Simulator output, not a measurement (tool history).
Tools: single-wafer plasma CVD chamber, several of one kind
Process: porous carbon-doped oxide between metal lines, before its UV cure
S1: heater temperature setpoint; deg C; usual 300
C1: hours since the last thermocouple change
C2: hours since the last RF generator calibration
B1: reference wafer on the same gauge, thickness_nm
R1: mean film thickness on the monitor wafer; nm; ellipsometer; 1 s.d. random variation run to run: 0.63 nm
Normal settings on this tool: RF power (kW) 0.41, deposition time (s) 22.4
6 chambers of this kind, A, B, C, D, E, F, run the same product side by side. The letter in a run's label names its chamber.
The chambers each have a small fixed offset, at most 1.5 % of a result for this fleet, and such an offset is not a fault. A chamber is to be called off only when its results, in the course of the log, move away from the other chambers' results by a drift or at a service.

{"run": "1B", "hour": 14.3, "S1": 300, "RF power (kW)": 0.41, "deposition time (s)": 22.4, "C1": 676.6, "C2": 710.3, "B1": 117.9, "R1": 105.08}
{"run": "2C", "hour": 29.3, "S1": 300, "RF power (kW)": 0.41, "deposition time (s)": 22.4, "C1": 626.1, "C2": 987.9, "B1": 117.87, "R1": 104.57}
{"run": "3F", "hour": 40.5, "S1": 300, "RF power (kW)": 0.41, "deposition time (s)": 22.4, "C1": 45.2, "C2": 518.6, "B1": 117.95, "R1": 106.16}
{"run": "4A", "hour": 50.0, "S1": 300, "RF power (kW)": 0.41, "deposition time (s)": 22.4, "C1": 110.7, "C2": 515.1, "B1": 118.2, "R1": 106.6}
{"run": "5D", "hour": 61.1, "S1": 300, "RF power (kW)": 0.41, "deposition time (s)": 22.4, "C1": 1234.1, "C2": 385.8, "B1": 117.92, "R1": 105.88}
{"run": "6E", "hour": 69.8, "S1": 300, "RF power (kW)": 0.41, "deposition time (s)": 22.4, "C1": 1710.7, "C2": 657.8, "B1": 117.9, "R1": 107.53}
{"run": "7A", "hour": 76.8, "S1": 300, "RF power (kW)": 0.41, "deposition time (s)": 22.4, "C1": 137.5, "C2": 541.9, "B1": 118.04, "R1": 105.28}
{"run": "8C", "hour": 92.2, "S1": 300, "RF power (kW)": 0.41, "deposition time (s)": 22.4, "C1": 689, "C2": 1050.8, "B1": 118.04, "R1": 105.09}
{"run": "9F", "hour": 105.2, "S1": 300, "RF power (kW)": 0.41, "deposition time (s)": 22.4, "C1": 109.9, "C2": 583.3, "B1": 117.94, "R1": 107.51}
{"run": "10B", "hour": 118.0, "S1": 300, "RF power (kW)": 0.41, "deposition time (s)": 22.4, "C1": 780.3, "C2": 814, "B1": 117.91, "R1": 104.22}
{"run": "11D", "hour": 126.8, "S1": 300, "RF power (kW)": 0.41, "deposition time (s)": 22.4, "C1": 1299.8, "C2": 451.5, "B1": 117.84, "R1": 105.72}
{"run": "12E", "hour": 137.8, "S1": 300, "RF power (kW)": 0.47, "deposition time (s)": 19.2, "C1": 1778.7, "C2": 725.8, "B1": 118.05, "R1": 103.24}
{"run": "13E", "hour": 153.1, "S1": 300, "RF power (kW)": 0.47, "deposition time (s)": 19.2, "C1": 1794, "C2": 741.1, "B1": 117.94, "R1": 103.31}
{"run": "14D", "hour": 167.8, "S1": 300, "RF power (kW)": 0.47, "deposition time (s)": 19.2, "C1": 1340.8, "C2": 492.5, "B1": 118.08, "R1": 100.47}
{"run": "15B", "hour": 180.8, "S1": 300, "RF power (kW)": 0.47, "deposition time (s)": 19.2, "C1": 843.1, "C2": 876.8, "B1": 117.92, "R1": 98.532}
{"run": "16F", "hour": 189.4, "S1": 300, "RF power (kW)": 0.47, "deposition time (s)": 19.2, "C1": 194.1, "C2": 667.5, "B1": 117.94, "R1": 102.77}
{"run": "17C", "hour": 198.0, "S1": 300, "RF power (kW)": 0.47, "deposition time (s)": 19.2, "C1": 794.8, "C2": 1156.6, "B1": 117.96, "R1": 100.37}
{"run": "18A", "hour": 204.8, "S1": 300, "RF power (kW)": 0.41, "deposition time (s)": 22.4, "C1": 265.5, "C2": 669.9, "B1": 117.97, "R1": 106.18}
{"run": "19D", "hour": 218.9, "S1": 300, "RF power (kW)": 0.41, "deposition time (s)": 22.4, "C1": 1391.9, "C2": 543.6, "B1": 117.97, "R1": 106.1}
{"run": "20B", "hour": 234.2, "S1": 315, "RF power (kW)": 0.41, "deposition time (s)": 22.4, "C1": 896.5, "C2": 930.2, "B1": 118.13, "R1": 93.787}
{"run": "21C", "hour": 243.6, "S1": 315, "RF power (kW)": 0.41, "deposition time (s)": 22.4, "C1": 840.4, "C2": 1202.2, "B1": 118.09, "R1": 96.386}
{"run": "22E", "hour": 255.7, "S1": 315, "RF power (kW)": 0.41, "deposition time (s)": 22.4, "C1": 1896.6, "C2": 843.7, "B1": 118.08, "R1": 99.253}
{"run": "23A", "hour": 264.1, "S1": 315, "RF power (kW)": 0.41, "deposition time (s)": 22.4, "C1": 324.8, "C2": 729.2, "B1": 117.91, "R1": 97.334}
{"hour": 267.5, "done": "chamber F: RF generator calibrated"}
{"run": "24F", "hour": 278.3, "S1": 315, "RF power (kW)": 0.41, "deposition time (s)": 22.4, "C1": 283, "C2": 10.8, "B1": 117.94, "R1": 99.068}
{"run": "25A", "hour": 290.0, "S1": 315, "RF power (kW)": 0.41, "deposition time (s)": 22.4, "C1": 350.7, "C2": 755.1, "B1": 117.89, "R1": 97.618}
{"run": "26D", "hour": 303.1, "S1": 300, "RF power (kW)": 0.41, "deposition time (s)": 22.4, "C1": 1476.1, "C2": 627.8, "B1": 118.02, "R1": 106.44}
{"run": "27E", "hour": 312.2, "S1": 300, "RF power (kW)": 0.41, "deposition time (s)": 22.4, "C1": 1953.1, "C2": 900.2, "B1": 117.83, "R1": 107.31}
{"run": "28B", "hour": 318.9, "S1": 290, "RF power (kW)": 0.41, "deposition time (s)": 20.9, "C1": 981.2, "C2": 1014.9, "B1": 117.89, "R1": 101.19}
{"run": "29F", "hour": 329.3, "S1": 290, "RF power (kW)": 0.41, "deposition time (s)": 20.9, "C1": 334, "C2": 61.8, "B1": 117.89, "R1": 105.26}
{"run": "30C", "hour": 342.7, "S1": 290, "RF power (kW)": 0.41, "deposition time (s)": 20.9, "C1": 939.5, "C2": 1301.3, "B1": 118.08, "R1": 104.41}
{"run": "31B", "hour": 352.9, "S1": 290, "RF power (kW)": 0.41, "deposition time (s)": 20.9, "C1": 1015.2, "C2": 1048.9, "B1": 118.02, "R1": 99.606}
{"run": "32C", "hour": 364.8, "S1": 290, "RF power (kW)": 0.41, "deposition time (s)": 20.9, "C1": 961.6, "C2": 1323.4, "B1": 117.71, "R1": 104.1}
{"run": "33E", "hour": 375.0, "S1": 290, "RF power (kW)": 0.41, "deposition time (s)": 20.9, "C1": 2015.9, "C2": 963, "B1": 118.02, "R1": 107.05}
{"run": "34A", "hour": 388.4, "S1": 300, "RF power (kW)": 0.41, "deposition time (s)": 22.4, "C1": 449.1, "C2": 853.5, "B1": 118.01, "R1": 105.67}
{"run": "35D", "hour": 398.4, "S1": 288, "RF power (kW)": 0.41, "deposition time (s)": 19.6, "C1": 1571.4, "C2": 723.1, "B1": 118.11, "R1": 100.14}
{"run": "36F", "hour": 409.1, "S1": 288, "RF power (kW)": 0.41, "deposition time (s)": 19.6, "C1": 413.8, "C2": 141.6, "B1": 117.89, "R1": 101.26}
{"hour": 414.0, "done": "chamber E: thermocouple changed; heater temperature recalibrated"}
{"run": "37C", "hour": 420.0, "S1": 288, "RF power (kW)": 0.41, "deposition time (s)": 19.6, "C1": 1016.8, "C2": 1378.6, "B1": 117.87, "R1": 98.961}
{"run": "38E", "hour": 429.1, "S1": 288, "RF power (kW)": 0.41, "deposition time (s)": 19.6, "C1": 15.2, "C2": 1017.1, "B1": 118.15, "R1": 101.7}
{"run": "39F", "hour": 437.9, "S1": 288, "RF power (kW)": 0.41, "deposition time (s)": 19.6, "C1": 442.6, "C2": 170.4, "B1": 118.01, "R1": 101.66}

Predict what each chamber gives when all 6 of them run the settings below next.
{"run": "40A", "hour": 449.2, "S1": 305, "RF power (kW)": 0.41, "deposition time (s)": 22.4, "R1": "?"}
{"run": "40B", "hour": 449.2, "S1": 305, "RF power (kW)": 0.41, "deposition time (s)": 22.4, "R1": "?"}
{"run": "40C", "hour": 449.2, "S1": 305, "RF power (kW)": 0.41, "deposition time (s)": 22.4, "R1": "?"}
{"run": "40D", "hour": 449.2, "S1": 305, "RF power (kW)": 0.41, "deposition time (s)": 22.4, "R1": "?"}
{"run": "40E", "hour": 449.2, "S1": 305, "RF power (kW)": 0.41, "deposition time (s)": 22.4, "R1": "?"}
{"run": "40F", "hour": 449.2, "S1": 305, "RF power (kW)": 0.41, "deposition time (s)": 22.4, "R1": "?"}

run=40A R1=102.53
run=40B R1=96.205
run=40C R1=102.79
run=40D R1=103.18
run=40E R1=103.14
run=40F R1=106.14
